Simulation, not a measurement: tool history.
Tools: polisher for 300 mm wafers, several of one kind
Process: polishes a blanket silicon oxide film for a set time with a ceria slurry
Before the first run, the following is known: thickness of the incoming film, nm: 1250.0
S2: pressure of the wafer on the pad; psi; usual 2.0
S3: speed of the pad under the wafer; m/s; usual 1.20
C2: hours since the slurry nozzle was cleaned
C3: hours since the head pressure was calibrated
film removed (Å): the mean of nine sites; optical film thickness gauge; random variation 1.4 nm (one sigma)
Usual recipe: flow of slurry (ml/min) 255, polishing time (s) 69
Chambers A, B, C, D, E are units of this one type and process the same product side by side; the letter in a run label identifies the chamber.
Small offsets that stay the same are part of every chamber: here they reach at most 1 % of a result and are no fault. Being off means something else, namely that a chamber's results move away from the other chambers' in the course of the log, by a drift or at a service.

run 1C day=0.179 | flow_of_slurry_(ml/min)=255 S2=2.0 S3=1.20 polishing_time_(s)=69 | wafers_polished_on_this_pad=997 C2=6.5 C3=899.8 | film_removed_(Å)=1915.8
-- day=0.242 chamber D: worn pad replaced by a new one
run 2B day=0.262 | flow_of_slurry_(ml/min)=255 S2=2.0 S3=1.20 polishing_time_(s)=69 | wafers_polished_on_this_pad=289 C2=634.4 C3=703.8 | film_removed_(Å)=1943.6
run 3E day=0.425 | flow_of_slurry_(ml/min)=255 S2=2.0 S3=1.20 polishing_time_(s)=69 | wafers_polished_on_this_pad=1133 C2=674.2 C3=212.2 | film_removed_(Å)=1955.8
run 4A day=0.579 | flow_of_slurry_(ml/min)=255 S2=2.0 S3=1.20 polishing_time_(s)=69 | wafers_polished_on_this_pad=402 C2=189.0 C3=1061.3 | film_removed_(Å)=1949.7
run 5D day=0.688 | flow_of_slurry_(ml/min)=255 S2=2.0 S3=1.20 polishing_time_(s)=69 | wafers_polished_on_this_pad=138 C2=301.3 C3=959.1 | film_removed_(Å)=1954.3
run 6C day=0.767 | flow_of_slurry_(ml/min)=255 S2=2.0 S3=1.20 polishing_time_(s)=69 | wafers_polished_on_this_pad=1178 C2=20.6 C3=913.9 | film_removed_(Å)=1918.9
run 7B day=0.850 | flow_of_slurry_(ml/min)=255 S2=2.0 S3=1.20 polishing_time_(s)=69 | wafers_polished_on_this_pad=470 C2=648.5 C3=717.9 | film_removed_(Å)=1938.2
-- day=0.938 chamber E: worn pad replaced by a new one
run 8A day=0.971 | flow_of_slurry_(ml/min)=255 S2=2.0 S3=1.20 polishing_time_(s)=69 | wafers_polished_on_this_pad=523 C2=198.4 C3=1070.7 | film_removed_(Å)=1976.9
-- day=1.004 chamber A: worn pad replaced by a new one
run 9E day=1.104 | flow_of_slurry_(ml/min)=255 S2=2.0 S3=1.20 polishing_time_(s)=69 | wafers_polished_on_this_pad=52 C2=690.5 C3=228.5 | film_removed_(Å)=1951.9
run 10D day=1.250 | flow_of_slurry_(ml/min)=255 S2=1.6 S3=1.20 polishing_time_(s)=90 | wafers_polished_on_this_pad=311 C2=314.8 C3=972.6 | film_removed_(Å)=2031.1
run 11E day=1.408 | flow_of_slurry_(ml/min)=255 S2=1.6 S3=1.20 polishing_time_(s)=90 | wafers_polished_on_this_pad=146 C2=697.8 C3=235.8 | film_removed_(Å)=2032.0
run 12A day=1.525 | flow_of_slurry_(ml/min)=255 S2=1.6 S3=1.20 polishing_time_(s)=90 | wafers_polished_on_this_pad=161 C2=211.7 C3=1084.0 | film_removed_(Å)=2017.1
run 13C day=1.612 | flow_of_slurry_(ml/min)=255 S2=1.6 S3=1.20 polishing_time_(s)=90 | wafers_polished_on_this_pad=1439 C2=40.9 C3=934.2 | film_removed_(Å)=2027.6
run 14D day=1.708 | flow_of_slurry_(ml/min)=255 S2=1.6 S3=1.20 polishing_time_(s)=90 | wafers_polished_on_this_pad=453 C2=325.8 C3=983.6 | film_removed_(Å)=2029.4
run 15B day=1.796 | flow_of_slurry_(ml/min)=255 S2=1.5 S3=1.20 polishing_time_(s)=69 | wafers_polished_on_this_pad=762 C2=671.2 C3=740.6 | film_removed_(Å)=1436.7
run 16A day=1.946 | flow_of_slurry_(ml/min)=255 S2=1.5 S3=1.20 polishing_time_(s)=69 | wafers_polished_on_this_pad=291 C2=221.8 C3=1094.1 | film_removed_(Å)=1475.9
-- day=1.988 chamber C: worn pad replaced by a new one
run 17D day=2.108 | flow_of_slurry_(ml/min)=255 S2=1.5 S3=1.20 polishing_time_(s)=69 | wafers_polished_on_this_pad=576 C2=335.4 C3=993.2 | film_removed_(Å)=1466.5
run 18E day=2.254 | flow_of_slurry_(ml/min)=255 S2=1.5 S3=1.20 polishing_time_(s)=69 | wafers_polished_on_this_pad=407 C2=718.1 C3=256.1 | film_removed_(Å)=1475.0
run 19C day=2.346 | flow_of_slurry_(ml/min)=255 S2=1.5 S3=1.20 polishing_time_(s)=69 | wafers_polished_on_this_pad=110 C2=58.5 C3=951.8 | film_removed_(Å)=1423.1
run 20B day=2.479 | flow_of_slurry_(ml/min)=255 S2=2.0 S3=1.20 polishing_time_(s)=69 | wafers_polished_on_this_pad=973 C2=687.6 C3=757.0 | film_removed_(Å)=1891.3
run 21B day=2.583 | flow_of_slurry_(ml/min)=255 S2=2.0 S3=1.20 polishing_time_(s)=69 | wafers_polished_on_this_pad=1005 C2=690.1 C3=759.5 | film_removed_(Å)=1871.0
-- day=2.708 chamber E: slurry nozzle cleaned
run 22C day=2.746 | flow_of_slurry_(ml/min)=255 S2=2.7 S3=1.20 polishing_time_(s)=69 | wafers_polished_on_this_pad=234 C2=68.1 C3=961.4 | film_removed_(Å)=2598.9
-- day=2.917 chamber D: worn pad replaced by a new one
run 23A day=2.917 | flow_of_slurry_(ml/min)=255 S2=2.7 S3=1.20 polishing_time_(s)=69 | wafers_polished_on_this_pad=591 C2=245.1 C3=1117.4 | film_removed_(Å)=2612.8
-- day=2.950 chamber A: worn pad replaced by a new one
run 24D day=3.079 | flow_of_slurry_(ml/min)=255 S2=2.7 S3=1.20 polishing_time_(s)=69 | wafers_polished_on_this_pad=50 C2=358.7 C3=1016.5 | film_removed_(Å)=2603.0
run 25E day=3.183 | flow_of_slurry_(ml/min)=255 S2=2.7 S3=1.20 polishing_time_(s)=69 | wafers_polished_on_this_pad=694 C2=11.4 C3=278.4 | film_removed_(Å)=2643.4
run 26A day=3.338 | flow_of_slurry_(ml/min)=255 S2=2.7 S3=1.20 polishing_time_(s)=69 | wafers_polished_on_this_pad=119 C2=255.2 C3=1127.5 | film_removed_(Å)=2660.3
run 27E day=3.471 | flow_of_slurry_(ml/min)=255 S2=2.0 S3=1.20 polishing_time_(s)=69 | wafers_polished_on_this_pad=782 C2=18.3 C3=285.3 | film_removed_(Å)=1942.5
run 28C day=3.625 | flow_of_slurry_(ml/min)=255 S2=2.0 S3=1.20 polishing_time_(s)=69 | wafers_polished_on_this_pad=505 C2=89.2 C3=982.5 | film_removed_(Å)=1928.1
run 29D day=3.733 | flow_of_slurry_(ml/min)=255 S2=2.0 S3=1.20 polishing_time_(s)=69 | wafers_polished_on_this_pad=251 C2=374.4 C3=1032.2 | film_removed_(Å)=1942.0
run 30B day=3.888 | flow_of_slurry_(ml/min)=255 S2=2.0 S3=1.20 polishing_time_(s)=69 | wafers_polished_on_this_pad=1407 C2=721.4 C3=790.8 | film_removed_(Å)=1833.9
run 31C day=3.971 | flow_of_slurry_(ml/min)=255 S2=2.0 S3=1.20 polishing_time_(s)=69 | wafers_polished_on_this_pad=612 C2=97.5 C3=990.8 | film_removed_(Å)=1900.4
run 32D day=4.088 | flow_of_slurry_(ml/min)=255 S2=2.0 S3=1.20 polishing_time_(s)=69 | wafers_polished_on_this_pad=361 C2=382.9 C3=1040.7 | film_removed_(Å)=1932.7
run 33E day=4.229 | flow_of_slurry_(ml/min)=255 S2=1.3 S3=1.36 polishing_time_(s)=69 | wafers_polished_on_this_pad=1016 C2=36.5 C3=303.5 | film_removed_(Å)=1453.2
run 34B day=4.329 | flow_of_slurry_(ml/min)=255 S2=1.3 S3=1.36 polishing_time_(s)=69 | wafers_polished_on_this_pad=1544 C2=732.0 C3=801.4 | film_removed_(Å)=1338.8
run 35A day=4.479 | flow_of_slurry_(ml/min)=255 S2=1.3 S3=1.36 polishing_time_(s)=69 | wafers_polished_on_this_pad=472 C2=282.6 C3=1154.9 | film_removed_(Å)=1437.1
run 36C day=4.567 | flow_of_slurry_(ml/min)=255 S2=1.3 S3=1.36 polishing_time_(s)=69 | wafers_polished_on_this_pad=796 C2=111.8 C3=1005.1 | film_removed_(Å)=1423.8
run 37E day=4.679 | flow_of_slurry_(ml/min)=255 S2=1.3 S3=1.36 polishing_time_(s)=69 | wafers_polished_on_this_pad=1155 C2=47.3 C3=314.3 | film_removed_(Å)=1439.2

What goes on in this fleet: one chamber off, a drifting gauge, or nothing beyond the chambers' own small offsets? Name the chamber and the cause, if any.

Chamber B drifts away from the others.
Likeliest cause: removal rate lost through wear of the pad, % = 5.78.
From this log alone, it may not be told apart from: slurry flow missing at the pad, %; head's pressure below its setpoint, %.

Here are 4 candidates for chamber B's next run, each the usual settings with a change, their results left as question marks. Which one brings its results back in line with what the others give on the usual settings?
In line here means within this much of the mean the other chambers give on the usual settings: film removed (Å) 50.0
run 38B-1 day=4.808 | flow_of_slurry_(ml/min)=255 S2=2.0 S3=1.12 polishing_time_(s)=69 | film_removed_(Å)=?
run 38B-2 day=4.808 | flow_of_slurry_(ml/min)=255 S2=2.0 S3=1.18 polishing_time_(s)=68 | film_removed_(Å)=?
run 38B-3 day=4.808 | flow_of_slurry_(ml/min)=255 S2=2.0 S3=1.28 polishing_time_(s)=69 | film_removed_(Å)=?
run 38B-4 day=4.808 | flow_of_slurry_(ml/min)=310 S2=2.0 S3=1.20 polishing_time_(s)=69 | film_removed_(Å)=?

The other chambers' mean on the usual settings: film removed (Å) 1943.2
run=38B-1 film_removed_(Å)=1696.3
run=38B-2 film_removed_(Å)=1760.1
run=38B-3 film_removed_(Å)=1935.5
run=38B-4 film_removed_(Å)=1850.8
With 38B-3, the chamber falls back in line with the rest.

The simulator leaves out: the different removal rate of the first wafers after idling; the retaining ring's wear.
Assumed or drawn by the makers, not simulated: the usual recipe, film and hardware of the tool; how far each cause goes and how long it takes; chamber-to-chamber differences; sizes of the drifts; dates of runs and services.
